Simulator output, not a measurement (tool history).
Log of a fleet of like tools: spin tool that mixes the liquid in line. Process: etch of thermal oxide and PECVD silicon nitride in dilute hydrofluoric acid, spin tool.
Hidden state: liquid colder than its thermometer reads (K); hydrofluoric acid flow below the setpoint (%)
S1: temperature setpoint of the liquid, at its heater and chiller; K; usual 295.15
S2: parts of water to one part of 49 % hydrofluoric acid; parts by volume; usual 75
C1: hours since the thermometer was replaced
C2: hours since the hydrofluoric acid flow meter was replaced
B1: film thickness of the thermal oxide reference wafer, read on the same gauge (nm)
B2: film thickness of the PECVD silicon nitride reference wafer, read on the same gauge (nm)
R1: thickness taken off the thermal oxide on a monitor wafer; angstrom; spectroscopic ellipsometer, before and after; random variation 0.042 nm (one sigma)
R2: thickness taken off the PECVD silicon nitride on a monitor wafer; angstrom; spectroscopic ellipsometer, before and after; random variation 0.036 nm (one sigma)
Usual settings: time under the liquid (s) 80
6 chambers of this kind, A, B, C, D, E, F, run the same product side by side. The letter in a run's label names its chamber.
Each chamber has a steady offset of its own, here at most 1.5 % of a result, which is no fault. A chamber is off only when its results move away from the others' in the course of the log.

{"run": "1D", "hour": 8.2, "S1": 295.15, "S2": 75, "time under the liquid (s)": 80, "C1": 358.3, "C2": 1262.5, "B1": 70.015, "B2": 150.03, "R1": 46.709, "R2": 29.323}
{"run": "2C", "hour": 21.3, "S1": 295.15, "S2": 75, "time under the liquid (s)": 80, "C1": 500, "C2": 186.9, "B1": 69.998, "B2": 150.02, "R1": 47.261, "R2": 29.732}
{"run": "3F", "hour": 33.6, "S1": 295.15, "S2": 75, "time under the liquid (s)": 80, "C1": 2016.7, "C2": 59.2, "B1": 70.015, "B2": 150.05, "R1": 47.035, "R2": 29.868}
{"run": "4B", "hour": 42.8, "S1": 295.15, "S2": 75, "time under the liquid (s)": 80, "C1": 810.5, "C2": 625.3, "B1": 70.004, "B2": 150.04, "R1": 46.084, "R2": 28.885}
{"run": "5E", "hour": 57.2, "S1": 299.65, "S2": 100, "time under the liquid (s)": 80, "C1": 188.1, "C2": 364.9, "B1": 69.987, "B2": 149.97, "R1": 41.191, "R2": 30.047}
{"run": "6A", "hour": 67.3, "S1": 299.65, "S2": 100, "time under the liquid (s)": 80, "C1": 445.3, "C2": 610.4, "B1": 70.006, "B2": 149.97, "R1": 40.137, "R2": 29.583}
{"run": "7D", "hour": 74.2, "S1": 299.65, "S2": 100, "time under the liquid (s)": 80, "C1": 424.3, "C2": 1328.5, "B1": 70.007, "B2": 149.94, "R1": 40.627, "R2": 29.602}
{"run": "8C", "hour": 85.6, "S1": 299.65, "S2": 100, "time under the liquid (s)": 80, "C1": 564.3, "C2": 251.2, "B1": 69.985, "B2": 149.98, "R1": 40.373, "R2": 30.682}
{"run": "9F", "hour": 97.2, "S1": 299.65, "S2": 100, "time under the liquid (s)": 80, "C1": 2080.3, "C2": 122.8, "B1": 70.008, "B2": 149.99, "R1": 40.128, "R2": 29.91}
{"run": "10E", "hour": 107.1, "S1": 299.65, "S2": 100, "time under the liquid (s)": 80, "C1": 238, "C2": 414.8, "B1": 70, "B2": 150.06, "R1": 41.479, "R2": 29.323}
{"run": "11A", "hour": 115.3, "S1": 290.65, "S2": 75, "time under the liquid (s)": 35, "C1": 493.3, "C2": 658.4, "B1": 69.993, "B2": 149.97, "R1": 17.02, "R2": 9.6113}
{"run": "12B", "hour": 127.8, "S1": 290.65, "S2": 75, "time under the liquid (s)": 35, "C1": 895.5, "C2": 710.3, "B1": 69.991, "B2": 149.95, "R1": 16.773, "R2": 9.4134}
{"run": "13B", "hour": 135.4, "S1": 290.65, "S2": 75, "time under the liquid (s)": 35, "C1": 903.1, "C2": 717.9, "B1": 70, "B2": 150.07, "R1": 16.77, "R2": 9.4745}
{"run": "14F", "hour": 147.4, "S1": 290.65, "S2": 75, "time under the liquid (s)": 35, "C1": 2130.5, "C2": 173, "B1": 69.996, "B2": 150.02, "R1": 16.913, "R2": 9.5486}
{"run": "15D", "hour": 154.7, "S1": 290.65, "S2": 75, "time under the liquid (s)": 35, "C1": 504.8, "C2": 1409, "B1": 70.012, "B2": 150.01, "R1": 16.767, "R2": 9.1895}
{"run": "16E", "hour": 163.4, "S1": 290.65, "S2": 75, "time under the liquid (s)": 35, "C1": 294.3, "C2": 471.1, "B1": 70.009, "B2": 150.03, "R1": 16.916, "R2": 9.3614}
{"run": "17C", "hour": 173.3, "S1": 295.15, "S2": 75, "time under the liquid (s)": 80, "C1": 652, "C2": 338.9, "B1": 70.02, "B2": 149.96, "R1": 46.325, "R2": 31.022}
{"run": "18A", "hour": 180.8, "S1": 295.15, "S2": 75, "time under the liquid (s)": 80, "C1": 558.8, "C2": 723.9, "B1": 69.983, "B2": 149.95, "R1": 46.998, "R2": 30.051}
{"run": "19D", "hour": 196.4, "S1": 295.15, "S2": 55, "time under the liquid (s)": 80, "C1": 546.5, "C2": 1450.7, "B1": 70.002, "B2": 150, "R1": 64.17, "R2": 37.447}
{"run": "20A", "hour": 207.9, "S1": 295.15, "S2": 55, "time under the liquid (s)": 80, "C1": 585.9, "C2": 751, "B1": 69.988, "B2": 150.02, "R1": 66.07, "R2": 40.279}
{"run": "21B", "hour": 221.4, "S1": 295.15, "S2": 55, "time under the liquid (s)": 80, "C1": 989.1, "C2": 803.9, "B1": 69.998, "B2": 150.02, "R1": 65.94, "R2": 39.817}
{"run": "22E", "hour": 231.6, "S1": 295.15, "S2": 55, "time under the liquid (s)": 80, "C1": 362.5, "C2": 539.3, "B1": 70.009, "B2": 150, "R1": 65.234, "R2": 40.321}
{"run": "23F", "hour": 242.1, "S1": 295.15, "S2": 55, "time under the liquid (s)": 80, "C1": 2225.2, "C2": 267.7, "B1": 69.991, "B2": 150, "R1": 65.14, "R2": 40.571}
{"run": "24C", "hour": 256.6, "S1": 295.15, "S2": 55, "time under the liquid (s)": 80, "C1": 735.3, "C2": 422.2, "B1": 70.002, "B2": 149.96, "R1": 65.37, "R2": 40.542}
{"run": "25A", "hour": 269.5, "S1": 295.15, "S2": 75, "time under the liquid (s)": 120, "C1": 647.5, "C2": 812.6, "B1": 70.005, "B2": 150, "R1": 70.768, "R2": 44.163}
{"run": "26C", "hour": 276.6, "S1": 295.15, "S2": 75, "time under the liquid (s)": 120, "C1": 755.3, "C2": 442.2, "B1": 69.999, "B2": 149.97, "R1": 70.942, "R2": 45.768}
{"run": "27D", "hour": 291.4, "S1": 295.15, "S2": 75, "time under the liquid (s)": 120, "C1": 641.5, "C2": 1545.7, "B1": 69.998, "B2": 150.02, "R1": 66.929, "R2": 41.5}
{"run": "28F", "hour": 302.4, "S1": 295.15, "S2": 75, "time under the liquid (s)": 120, "C1": 2285.5, "C2": 328, "B1": 69.991, "B2": 150.04, "R1": 70.358, "R2": 44.913}
{"run": "29B", "hour": 317.1, "S1": 295.15, "S2": 75, "time under the liquid (s)": 120, "C1": 1084.8, "C2": 899.6, "B1": 69.983, "B2": 150.03, "R1": 69.668, "R2": 44.448}
{"run": "30E", "hour": 328.1, "S1": 295.15, "S2": 75, "time under the liquid (s)": 120, "C1": 459, "C2": 635.8, "B1": 70.006, "B2": 150.04, "R1": 71.137, "R2": 44.486}
{"run": "31D", "hour": 340.6, "S1": 295.15, "S2": 75, "time under the liquid (s)": 80, "C1": 690.7, "C2": 1594.9, "B1": 70.002, "B2": 149.93, "R1": 44.596, "R2": 26.978}
{"run": "32E", "hour": 353.6, "S1": 295.15, "S2": 75, "time under the liquid (s)": 80, "C1": 484.5, "C2": 661.3, "B1": 69.984, "B2": 150.05, "R1": 47.076, "R2": 29.553}
{"run": "33A", "hour": 363.0, "S1": 295.15, "S2": 75, "time under the liquid (s)": 80, "C1": 741, "C2": 906.1, "B1": 69.996, "B2": 150.01, "R1": 46.718, "R2": 29.491}
{"run": "34C", "hour": 373.4, "S1": 298.15, "S2": 75, "time under the liquid (s)": 115, "C1": 852.1, "C2": 539, "B1": 70.008, "B2": 149.97, "R1": 76.027, "R2": 54.097}
{"run": "35F", "hour": 381.0, "S1": 298.15, "S2": 75, "time under the liquid (s)": 115, "C1": 2364.1, "C2": 406.6, "B1": 70.011, "B2": 150, "R1": 75.289, "R2": 51.247}
{"run": "36B", "hour": 395.0, "S1": 298.15, "S2": 75, "time under the liquid (s)": 115, "C1": 1162.7, "C2": 977.5, "B1": 70.021, "B2": 149.99, "R1": 75.577, "R2": 51.564}
{"run": "37B", "hour": 410.9, "S1": 298.15, "S2": 75, "time under the liquid (s)": 115, "C1": 1178.6, "C2": 993.4, "B1": 70.016, "B2": 149.99, "R1": 74.782, "R2": 51.869}
{"run": "38E", "hour": 426.5, "S1": 298.15, "S2": 75, "time under the liquid (s)": 115, "C1": 557.4, "C2": 734.2, "B1": 70.001, "B2": 150.01, "R1": 76.918, "R2": 51.553}
{"hour": 431.7, "done": "chamber D: hydrofluoric acid flow meter replaced"}
{"run": "39D", "hour": 434.3, "S1": 298.15, "S2": 75, "time under the liquid (s)": 115, "C1": 784.4, "C2": 2.7, "B1": 70.012, "B2": 149.97, "R1": 70.378, "R2": 47.309}
{"run": "40A", "hour": 441.8, "S1": 295.15, "S2": 75, "time under the liquid (s)": 80, "C1": 819.8, "C2": 984.9, "B1": 69.973, "B2": 149.98, "R1": 46.784, "R2": 29.669}

All 6 chambers run these settings next. Forecast each chamber's results:
{"run": "41A", "hour": 453.3, "S1": 295.15, "S2": 60, "time under the liquid (s)": 80, "R1": "?", "R2": "?"}
{"run": "41B", "hour": 453.3, "S1": 295.15, "S2": 60, "time under the liquid (s)": 80, "R1": "?", "R2": "?"}
{"run": "41C", "hour": 453.3, "S1": 295.15, "S2": 60, "time under the liquid (s)": 80, "R1": "?", "R2": "?"}
{"run": "41D", "hour": 453.3, "S1": 295.15, "S2": 60, "time under the liquid (s)": 80, "R1": "?", "R2": "?"}
{"run": "41E", "hour": 453.3, "S1": 295.15, "S2": 60, "time under the liquid (s)": 80, "R1": "?", "R2": "?"}
{"run": "41F", "hour": 453.3, "S1": 295.15, "S2": 60, "time under the liquid (s)": 80, "R1": "?", "R2": "?"}

run=41A R1=59.246 R2=36.727
run=41B R1=59.319 R2=37.037
run=41C R1=59.925 R2=37.397
run=41D R1=55.855 R2=32.754
run=41E R1=60.45 R2=36.463
run=41F R1=60.052 R2=37.294

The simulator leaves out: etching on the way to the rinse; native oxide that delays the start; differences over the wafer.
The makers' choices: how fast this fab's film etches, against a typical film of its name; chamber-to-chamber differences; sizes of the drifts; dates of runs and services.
